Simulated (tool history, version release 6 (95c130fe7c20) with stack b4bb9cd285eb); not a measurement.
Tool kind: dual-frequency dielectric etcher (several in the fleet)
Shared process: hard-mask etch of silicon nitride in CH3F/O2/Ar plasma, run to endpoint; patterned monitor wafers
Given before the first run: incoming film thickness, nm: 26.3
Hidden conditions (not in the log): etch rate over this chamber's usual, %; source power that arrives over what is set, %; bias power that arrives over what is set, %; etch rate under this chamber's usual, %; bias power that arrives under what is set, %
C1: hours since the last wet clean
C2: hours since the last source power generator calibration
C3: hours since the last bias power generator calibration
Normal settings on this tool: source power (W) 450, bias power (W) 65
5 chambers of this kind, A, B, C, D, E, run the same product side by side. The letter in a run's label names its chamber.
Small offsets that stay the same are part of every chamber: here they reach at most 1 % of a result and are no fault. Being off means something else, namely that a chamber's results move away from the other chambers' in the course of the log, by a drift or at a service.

Run 1E, hour 5.3: usual settings; C1 97.2; C2 1392.3; C3 3486. Result: endpoint time (s) 37.513.
Run 2D, hour 9.6: usual settings; C1 253; C2 308.1; C3 431.5. Result: endpoint time (s) 38.095.
Run 3A, hour 13.3: usual settings; C1 259; C2 1267.1; C3 93.6. Result: endpoint time (s) 37.889.
Run 4B, hour 18.4: usual settings; C1 153.5; C2 1484.4; C3 1417.7. Result: endpoint time (s) 37.563.
Run 5C, hour 22.5: usual settings; C1 379.5; C2 529.5; C3 1960.6. Result: endpoint time (s) 37.46.
Run 6C, hour 27.9: usual settings; C1 384.9; C2 534.9; C3 1966. Result: endpoint time (s) 37.719.
Run 7B, hour 31.6: usual settings; C1 166.7; C2 1497.6; C3 1430.9. Result: endpoint time (s) 37.665.
Run 8D, hour 34.5: usual settings; C1 277.9; C2 333; C3 456.4. Result: endpoint time (s) 38.051.
Run 9E, hour 40.2: usual settings; C1 132.1; C2 1427.2; C3 3520.9. Result: endpoint time (s) 37.462.
Run 10A, hour 43.6: usual settings; C1 289.3; C2 1297.4; C3 123.9. Result: endpoint time (s) 37.721.
Run 11C, hour 48.4: usual settings; C1 405.4; C2 555.4; C3 1986.5. Result: endpoint time (s) 37.611.
Run 12A, hour 53.6: usual settings; C1 299.3; C2 1307.4; C3 133.9. Result: endpoint time (s) 37.679.
Run 13D, hour 57.8: usual settings; C1 301.2; C2 356.3; C3 479.7. Result: endpoint time (s) 38.169.
Run 14E, hour 61.6: usual settings; C1 153.5; C2 1448.6; C3 3542.3. Result: endpoint time (s) 37.395.
Run 15B, hour 64.5: usual settings; C1 199.6; C2 1530.5; C3 1463.8. Result: endpoint time (s) 37.866.
Run 16E, hour 69.5: usual settings but source power (W) 370, bias power (W) 57; C1 161.4; C2 1456.5; C3 3550.2. Result: endpoint time (s) 42.29.
Run 17A, hour 74.5: usual settings but source power (W) 370, bias power (W) 57; C1 320.2; C2 1328.3; C3 154.8. Result: endpoint time (s) 42.731.
Run 18D, hour 77.7: usual settings but source power (W) 370, bias power (W) 57; C1 321.1; C2 376.2; C3 499.6. Result: endpoint time (s) 42.717.
Run 19B, hour 82.6: usual settings but source power (W) 370, bias power (W) 57; C1 217.7; C2 1548.6; C3 1481.9. Result: endpoint time (s) 42.883.
Run 20C, hour 87.9: usual settings but source power (W) 370, bias power (W) 57; C1 444.9; C2 594.9; C3 2026. Result: endpoint time (s) 42.167.
Run 21E, hour 92.4: usual settings; C1 184.3; C2 1479.4; C3 3573.1. Result: endpoint time (s) 37.619.
Run 22C, hour 95.1: usual settings; C1 452.1; C2 602.1; C3 2033.2. Result: endpoint time (s) 37.402.
Run 23D, hour 100.7: usual settings but source power (W) 360, bias power (W) 52; C1 344.1; C2 399.2; C3 522.6. Result: endpoint time (s) 44.727.
At hour 103.2: chamber D: wet clean of the chamber.
Run 24A, hour 103.7: usual settings but source power (W) 360, bias power (W) 52; C1 349.4; C2 1357.5; C3 184. Result: endpoint time (s) 44.383.
Run 25B, hour 108.1: usual settings but source power (W) 360, bias power (W) 52; C1 243.2; C2 1574.1; C3 1507.4. Result: endpoint time (s) 44.807.
Run 26A, hour 112.7: usual settings but source power (W) 360, bias power (W) 52; C1 358.4; C2 1366.5; C3 193. Result: endpoint time (s) 44.332.
Run 27C, hour 117.9: usual settings but source power (W) 360, bias power (W) 52; C1 474.9; C2 624.9; C3 2056. Result: endpoint time (s) 44.159.
Run 28D, hour 120.5: usual settings but bias power (W) 58; C1 17.3; C2 419; C3 542.4. Result: endpoint time (s) 39.524.
Run 29E, hour 125.7: usual settings but bias power (W) 58; C1 217.6; C2 1512.7; C3 3606.4. Result: endpoint time (s) 38.835.
Run 30B, hour 128.2: usual settings but bias power (W) 58; C1 263.3; C2 1594.2; C3 1527.5. Result: endpoint time (s) 39.699.
Run 31C, hour 132.6: usual settings but bias power (W) 58; C1 489.6; C2 639.6; C3 2070.7. Result: endpoint time (s) 38.901.
Run 32D, hour 137: usual settings but bias power (W) 58; C1 33.8; C2 435.5; C3 558.9. Result: endpoint time (s) 39.24.
Run 33B, hour 141.4: usual settings; C1 276.5; C2 1607.4; C3 1540.7. Result: endpoint time (s) 38.524.
Run 34A, hour 145.7: usual settings; C1 391.4; C2 1399.5; C3 226. Result: endpoint time (s) 37.76.
Run 35E, hour 150.4: usual settings; C1 242.3; C2 1537.4; C3 3631.1. Result: endpoint time (s) 37.449.
Run 36C, hour 154.5: usual settings; C1 511.5; C2 661.5; C3 2092.6. Result: endpoint time (s) 37.657.
Run 37E, hour 160: usual settings; C1 251.9; C2 1547; C3 3640.7. Result: endpoint time (s) 37.595.
At hour 161.7: chamber A: wet clean of the chamber.
Run 38B, hour 164.2: usual settings; C1 299.3; C2 1630.2; C3 1563.5. Result: endpoint time (s) 38.875.
Run 39D, hour 169.6: usual settings; C1 66.4; C2 468.1; C3 591.5. Result: endpoint time (s) 37.969.
Run 40A, hour 172.3: usual settings; C1 10.6; C2 1426.1; C3 252.6. Result: endpoint time (s) 37.701.
Run 41B, hour 175.6: usual settings; C1 310.7; C2 1641.6; C3 1574.9. Result: endpoint time (s) 39.072.

The same settings go to every chamber for the next run, one line per chamber below. Forecast the results for each:
Run 42A, hour 179.8: usual settings but bias power (W) 78. Result: endpoint time (s) ?.
Run 42B, hour 179.8: usual settings but bias power (W) 78. Result: endpoint time (s) ?.
Run 42C, hour 179.8: usual settings but bias power (W) 78. Result: endpoint time (s) ?.
Run 42D, hour 179.8: usual settings but bias power (W) 78. Result: endpoint time (s) ?.
Run 42E, hour 179.8: usual settings but bias power (W) 78. Result: endpoint time (s) ?.

run  endpoint time (s)
42A             35.448
42B             36.672
42C             35.212
42D             35.607
42E             35.358
